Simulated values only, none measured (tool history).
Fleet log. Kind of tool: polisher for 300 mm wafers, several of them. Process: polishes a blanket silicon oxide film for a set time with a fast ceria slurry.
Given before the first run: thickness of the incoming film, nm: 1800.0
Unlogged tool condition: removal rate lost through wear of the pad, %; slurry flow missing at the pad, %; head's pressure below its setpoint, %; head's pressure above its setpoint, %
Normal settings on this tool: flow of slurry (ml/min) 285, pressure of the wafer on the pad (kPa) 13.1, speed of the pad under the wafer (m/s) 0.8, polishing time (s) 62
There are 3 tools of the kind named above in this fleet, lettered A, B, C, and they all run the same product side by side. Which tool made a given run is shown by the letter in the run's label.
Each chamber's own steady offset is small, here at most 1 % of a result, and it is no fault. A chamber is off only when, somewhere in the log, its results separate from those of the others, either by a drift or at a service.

| run | hour | flow of slurry (ml/min) | pressure of the wafer on the pad (kPa) | speed of the pad under the wafer (m/s) | polishing time (s) | wafers polished on this pad | hours since the slurry nozzle was cleaned | hours since the head pressure was calibrated | film removed (Å) |
|---|---|---|---|---|---|---|---|---|---|
| 1C | 9.3 | 285 | 13.1 | 0.8 | 62 | 614 | 318.3 | 516.9 | 4718.7 |
| 2A | 13.6 | 285 | 13.1 | 0.8 | 62 | 601 | 732 | 762.7 | 4836 |
|  | 15.7 | chamber B: worn pad replaced by a new one |
| 3B | 19 | 285 | 13.1 | 0.8 | 62 | 23 | 446.5 | 61.6 | 4790 |
| 4A | 28 | 285 | 13.1 | 0.8 | 62 | 701 | 746.4 | 777.1 | 4751.7 |
| 5C | 36 | 285 | 13.1 | 0.8 | 62 | 798 | 345 | 543.6 | 4710.3 |
| 6B | 40.6 | 320 | 13.1 | 0.8 | 62 | 171 | 468.1 | 83.2 | 4897.5 |
|  | 46.3 | chamber A: slurry nozzle cleaned |
| 7B | 50.2 | 320 | 13.1 | 0.8 | 62 | 238 | 477.7 | 92.8 | 4903.8 |
|  | 52.9 | chamber A: worn pad replaced by a new one |
| 8A | 54.8 | 320 | 13.1 | 0.8 | 62 | 13 | 8.6 | 803.9 | 4765.5 |
| 9C | 62.8 | 285 | 13.1 | 0.96 | 71 | 983 | 371.8 | 570.4 | 6751 |
| 10B | 72.4 | 285 | 13.1 | 0.96 | 71 | 391 | 499.9 | 115 | 6617 |
|  | 77.9 | chamber A: head pressure recalibrated |
| 11C | 80.4 | 285 | 13.1 | 0.96 | 71 | 1104 | 389.4 | 588 | 6621.9 |
|  | 82.1 | chamber C: worn pad replaced by a new one |
| 12A | 86 | 285 | 15.2 | 1 | 62 | 228 | 39.8 | 8.1 | 6189.2 |
| 13B | 95.3 | 285 | 15.2 | 1 | 62 | 548 | 522.8 | 137.9 | 6852.3 |
| 14C | 104.3 | 285 | 15.2 | 1 | 62 | 153 | 413.3 | 611.9 | 6865 |
| 15A | 113.4 | 285 | 13.1 | 0.8 | 62 | 417 | 67.2 | 35.5 | 4258.9 |
| 16A | 121 | 285 | 13.1 | 0.8 | 62 | 469 | 74.8 | 43.1 | 4316.5 |
|  | 124.6 | chamber B: worn pad replaced by a new one |
| 17C | 125.9 | 285 | 13.1 | 0.8 | 62 | 302 | 434.9 | 633.5 | 4770.2 |
| 18B | 134.3 | 285 | 13.1 | 0.8 | 62 | 67 | 561.8 | 176.9 | 4797.9 |
| 19C | 142.1 | 285 | 13.1 | 0.8 | 62 | 414 | 451.1 | 649.7 | 4846.2 |
| 20B | 146.8 | 285 | 13.1 | 0.8 | 62 | 153 | 574.3 | 189.4 | 4819.6 |
| 21A | 156.4 | 285 | 13.1 | 0.8 | 43 | 713 | 110.2 | 78.5 | 3061.7 |
| 22A | 164.9 | 285 | 13.1 | 0.8 | 43 | 772 | 118.7 | 87 | 2993 |
|  | 168.1 | chamber B: slurry nozzle cleaned |
|  | 173.3 | chamber A: worn pad replaced by a new one |
| 23B | 173.4 | 285 | 13.1 | 0.8 | 43 | 336 | 5.4 | 216 | 3406.1 |
| 24C | 179.8 | 285 | 13.1 | 0.8 | 62 | 673 | 488.8 | 687.4 | 4751.4 |
| 25C | 188.8 | 285 | 13.1 | 0.8 | 62 | 735 | 497.8 | 696.4 | 4860.9 |
| 26A | 197.1 | 240 | 13.1 | 0.66 | 62 | 164 | 150.9 | 119.2 | 3534.1 |
| 27B | 204.8 | 240 | 13.1 | 0.66 | 62 | 553 | 36.8 | 247.4 | 3854.8 |
| 28B | 213.4 | 240 | 13.1 | 0.66 | 62 | 612 | 45.4 | 256 | 3962 |
| 29C | 218.1 | 285 | 13.1 | 0.8 | 62 | 937 | 527.1 | 725.7 | 4893.1 |

Does one chamber stand apart from the rest, does the shared gauge drift, or is all well apart from small per-chamber offsets? Give the chamber and the most likely cause, where there is one.

A service left chamber A off against the others.
What lies behind it: head's pressure below its setpoint, % = 9.94.

Here are 4 candidates for chamber A's next run, each the usual settings with a change, their results left as question marks. Which one brings its results back in line with what the others give on the usual settings?
Allowed miss from the other chambers' usual-settings mean, per result, to count as in line: film removed (Å) 220
| 30A-1 | 225.1 | 285 | 14.5 | 0.8 | 68 |  |  |  | ? |
| 30A-2 | 225.1 | 285 | 12.4 | 0.74 | 58 |  |  |  | ? |
| 30A-3 | 225.1 | 285 | 13.1 | 0.8 | 69 |  |  |  | ? |
| 30A-4 | 225.1 | 285 | 11.7 | 0.8 | 62 |  |  |  | ? |

What the other chambers average on the usual settings: film removed (Å) 4813.3
| run | film removed (Å) |
|---|---|
| 30A-1 | 5257.2 |
| 30A-2 | 3564.2 |
| 30A-3 | 4833.4 |
| 30A-4 | 3892.8 |
The answer is 30A-3, which returns the chamber to within the allowed miss of the others.
